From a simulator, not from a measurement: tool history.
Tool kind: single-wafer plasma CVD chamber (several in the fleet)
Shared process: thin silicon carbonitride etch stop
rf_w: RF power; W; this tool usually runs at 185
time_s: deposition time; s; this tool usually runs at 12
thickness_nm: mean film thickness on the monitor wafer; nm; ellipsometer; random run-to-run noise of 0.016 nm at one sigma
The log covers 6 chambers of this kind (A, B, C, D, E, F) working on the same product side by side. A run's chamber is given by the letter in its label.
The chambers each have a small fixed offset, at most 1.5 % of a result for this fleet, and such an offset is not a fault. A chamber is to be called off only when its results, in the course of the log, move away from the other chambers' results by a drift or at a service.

run	hour	rf_w	time_s	hours since the last thermocouple change	hours since the last RF generator calibration	read-back reference wafer on the same gauge, thickness_nm	thickness_nm
1E	5.2	185	12	995.6	789.2	7.918	6.6433
2C	8.3	185	12	1657.2	826.2	7.924	6.6739
3B	12.5	185	12	134.4	82.9	7.9153	6.7588
# hour 13.1: chamber E: RF generator calibrated
4D	18	185	12	1884.2	143.4	7.9209	6.6793
5F	20.9	185	12	1995.3	228.1	7.921	6.6602
6A	23.9	185	12	73.8	927.6	7.9149	6.5928
7B	27.6	185	12	149.5	98	7.9207	6.7252
8C	32.8	185	12	1681.7	850.7	7.9148	6.7076
9E	37	185	12	1027.4	24	7.9224	6.6524
10F	43.2	185	12	2017.6	250.4	7.9236	6.6591
11D	46.6	185	12	1912.8	172	7.9237	6.6852
12A	50.9	185	11.1	100.8	954.6	7.9244	6.1309
13C	55.4	185	11.1	1704.3	873.3	7.918	6.2102
14A	60.9	185	11.1	110.8	964.6	7.9173	6.1189
15B	64.7	185	11.1	186.6	135.1	7.9205	6.2497
16F	68.2	185	11.1	2042.6	275.4	7.9248	6.147
17E	72.3	185	11.1	1062.7	59.3	7.9189	6.1562
18D	77.8	200	12.8	1944	203.2	7.9144	7.2775
19F	82	200	12.8	2056.4	289.2	7.92	7.2667
# hour 85.2: chamber C: thermocouple changed; heater temperature recalibrated
20E	85.3	200	12.8	1075.7	72.3	7.9203	7.3012
21B	90	200	12.8	211.9	160.4	7.9165	7.3735
# hour 92.3: chamber C: RF generator calibrated
22C	95.6	200	12.8	10.5	3.3	7.9167	7.2941
23A	101	200	12.8	150.9	1004.7	7.919	7.2359
24D	106.3	150	12.7	1972.5	231.7	7.9223	6.6026
25F	112.2	150	12.7	2086.6	319.4	7.9209	6.626
26C	118.2	150	12.7	33.1	25.9	7.9215	6.6299
27E	124.5	150	12.7	1114.9	111.5	7.9126	6.6251
28B	130.8	150	12.7	252.7	201.2	7.9207	6.749
29D	135.2	150	12.7	2001.4	260.6	7.9237	6.6105
30A	141.4	185	12	191.3	1045.1	7.9202	6.6238
31D	146.3	185	12	2012.5	271.7	7.9178	6.6363
32B	151.5	185	12	273.4	221.9	7.9214	6.7354
33F	156.3	185	12	2130.7	363.5	7.9253	6.6592
34E	162.1	185	12	1152.5	149.1	7.9218	6.6511
35A	166.8	185	12	216.7	1070.5	7.9189	6.6345
36C	170.9	185	12	85.8	78.6	7.9152	6.6772
37B	174.7	185	13.9	296.6	245.1	7.9194	7.7979
38A	180.1	185	13.9	230	1083.8	7.9225	7.6754
39D	185	185	13.9	2051.2	310.4	7.9216	7.724
40F	190.4	185	13.9	2164.8	397.6	7.9186	7.7425
41E	196.3	185	13.9	1186.7	183.3	7.9221	7.7014
42C	201.1	185	13.9	116	108.8	7.9175	7.7659
43C	207.1	185	12	122	114.8	7.9205	6.7123

The same settings go to every chamber for the next run, one line per chamber below. Forecast the results for each:
44A	211.6	185	12				?
44B	211.6	185	12				?
44C	211.6	185	12				?
44D	211.6	185	12				?
44E	211.6	185	12				?
44F	211.6	185	12				?

run	thickness_nm
44A	6.6057
44B	6.7455
44C	6.7002
44D	6.6255
44E	6.6421
44F	6.6593
